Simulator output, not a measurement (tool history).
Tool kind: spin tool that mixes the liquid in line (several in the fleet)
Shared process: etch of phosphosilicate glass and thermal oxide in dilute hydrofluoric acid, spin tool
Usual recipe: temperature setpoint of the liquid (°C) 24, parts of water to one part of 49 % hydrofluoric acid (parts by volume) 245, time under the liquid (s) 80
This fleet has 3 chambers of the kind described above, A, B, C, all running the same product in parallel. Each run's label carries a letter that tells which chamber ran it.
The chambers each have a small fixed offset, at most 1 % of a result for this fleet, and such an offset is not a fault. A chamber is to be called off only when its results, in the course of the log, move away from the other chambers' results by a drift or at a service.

| run | day | temperature setpoint of the liquid (°C) | parts of water to one part of 49 % hydrofluoric acid (parts by volume) | time under the liquid (s) | read-back film thickness of the phosphosilicate glass reference wafer, read on the same gauge (nm) | read-back film thickness of the thermal oxide reference wafer, read on the same gauge (nm) | thickness taken off the phosphosilicate glass on a monitor wafer (Å) | thickness taken off the thermal oxide on a monitor wafer (Å) |
|---|---|---|---|---|---|---|---|---|
| 1C | 0.242 | 24 | 245 | 80 | 140 | 99.978 | 166.44 | 14.358 |
| 2B | 0.475 | 24 | 245 | 80 | 139.94 | 99.989 | 167.47 | 13.873 |
| 3A | 0.658 | 24 | 245 | 80 | 139.98 | 99.974 | 164.81 | 13.985 |
| 4B | 0.942 | 24 | 245 | 80 | 140.01 | 100.01 | 165.51 | 13.421 |
| 5A | 1.079 | 24 | 245 | 80 | 140 | 99.981 | 165.36 | 13.665 |
| 6C | 1.354 | 24 | 245 | 80 | 139.99 | 99.974 | 167.03 | 14.15 |
| 7A | 1.633 | 24 | 245 | 80 | 140.02 | 99.982 | 165.51 | 13.245 |
| 8B | 1.879 | 24 | 245 | 80 | 139.99 | 100 | 168.9 | 14.034 |
| 9C | 2.188 | 24 | 245 | 80 | 140.01 | 100.02 | 165.51 | 13.169 |
| 10A | 2.371 | 24 | 245 | 80 | 139.98 | 100.02 | 167 | 13.511 |
| 11C | 2.675 | 24 | 245 | 80 | 139.99 | 99.986 | 164.96 | 13.892 |
| 12B | 2.942 | 24 | 245 | 80 | 140.03 | 100 | 164.07 | 13.786 |
| 13A | 3.108 | 24 | 245 | 125 | 140 | 100 | 257.47 | 21.991 |
| 14B | 3.342 | 24 | 245 | 125 | 140.03 | 99.974 | 254 | 20.989 |
| 15C | 3.633 | 24 | 245 | 125 | 139.98 | 99.998 | 259.62 | 21.352 |
| 16B | 3.929 | 24 | 245 | 80 | 140 | 99.993 | 164.42 | 13.895 |
|  | 4.129 | chamber C: hydrofluoric acid flow meter replaced |
| 17C | 4.212 | 24 | 245 | 80 | 140 | 99.996 | 165.33 | 14.504 |
| 18A | 4.408 | 24 | 245 | 80 | 140.01 | 99.995 | 163.16 | 13.958 |
| 19A | 4.592 | 24 | 245 | 80 | 140.01 | 100 | 164.53 | 13.621 |
| 20B | 4.746 | 24 | 245 | 80 | 140 | 100.02 | 163.05 | 12.862 |
| 21C | 4.908 | 24 | 245 | 80 | 139.98 | 99.994 | 167.19 | 13.714 |
| 22C | 5.062 | 24 | 245 | 80 | 140.02 | 100.01 | 165.97 | 13.522 |
| 23A | 5.308 | 24 | 245 | 80 | 140.04 | 100.02 | 164.39 | 13.723 |
| 24B | 5.575 | 24 | 245 | 80 | 140.07 | 99.973 | 161.51 | 13.484 |
| 25C | 5.867 | 24 | 245 | 80 | 139.95 | 100.02 | 166.63 | 13.745 |
| 26B | 6.042 | 24 | 245 | 80 | 139.98 | 99.995 | 159.77 | 13.554 |
| 27A | 6.3 | 24 | 245 | 80 | 139.98 | 99.986 | 165.39 | 13.93 |
| 28C | 6.542 | 24 | 245 | 80 | 140.03 | 99.988 | 167.16 | 13.614 |
| 29B | 6.833 | 24 | 245 | 80 | 140.01 | 100.01 | 159.16 | 13.532 |
| 30A | 7.142 | 27 | 290 | 80 | 139.98 | 100 | 147.52 | 12.309 |
| 31C | 7.388 | 27 | 290 | 80 | 140 | 99.984 | 146.7 | 12.112 |
| 32B | 7.696 | 27 | 290 | 80 | 140.05 | 100 | 138.89 | 12.203 |
| 33A | 7.917 | 24 | 245 | 80 | 140 | 100.02 | 167.02 | 13.894 |
| 34A | 8.212 | 24 | 245 | 80 | 140.03 | 100.01 | 165.56 | 13.855 |
| 35B | 8.45 | 24 | 245 | 80 | 140.04 | 100 | 157.29 | 13.024 |
| 36C | 8.762 | 24 | 245 | 80 | 139.99 | 99.985 | 167.09 | 13.54 |
| 37B | 8.983 | 24 | 245 | 80 | 139.99 | 100.01 | 155.94 | 12.8 |
| 38A | 9.188 | 24 | 245 | 80 | 140.02 | 99.988 | 165.16 | 13.889 |
| 39C | 9.371 | 24 | 245 | 80 | 140.01 | 100 | 167.6 | 13.309 |
| 40C | 9.662 | 24 | 245 | 80 | 139.94 | 99.988 | 165.89 | 14.012 |
| 41B | 9.933 | 24 | 245 | 80 | 139.99 | 100 | 153.7 | 12.896 |
| 42A | 10.121 | 28.5 | 245 | 80 | 139.95 | 99.998 | 192.07 | 15.923 |
| 43B | 10.371 | 28.5 | 245 | 80 | 139.99 | 100.02 | 179.35 | 14.702 |

All 3 chambers run these settings next. Forecast each chamber's results:
| 44A | 10.6 | 24 | 245 | 80 |  |  | ? | ? |
| 44B | 10.6 | 24 | 245 | 80 |  |  | ? | ? |
| 44C | 10.6 | 24 | 245 | 80 |  |  | ? | ? |

| run | thickness taken off the phosphosilicate glass on a monitor wafer (Å) | thickness taken off the thermal oxide on a monitor wafer (Å) |
|---|---|---|
| 44A | 162.61 | 13.499 |
| 44B | 153.71 | 12.547 |
| 44C | 169.35 | 14.138 |
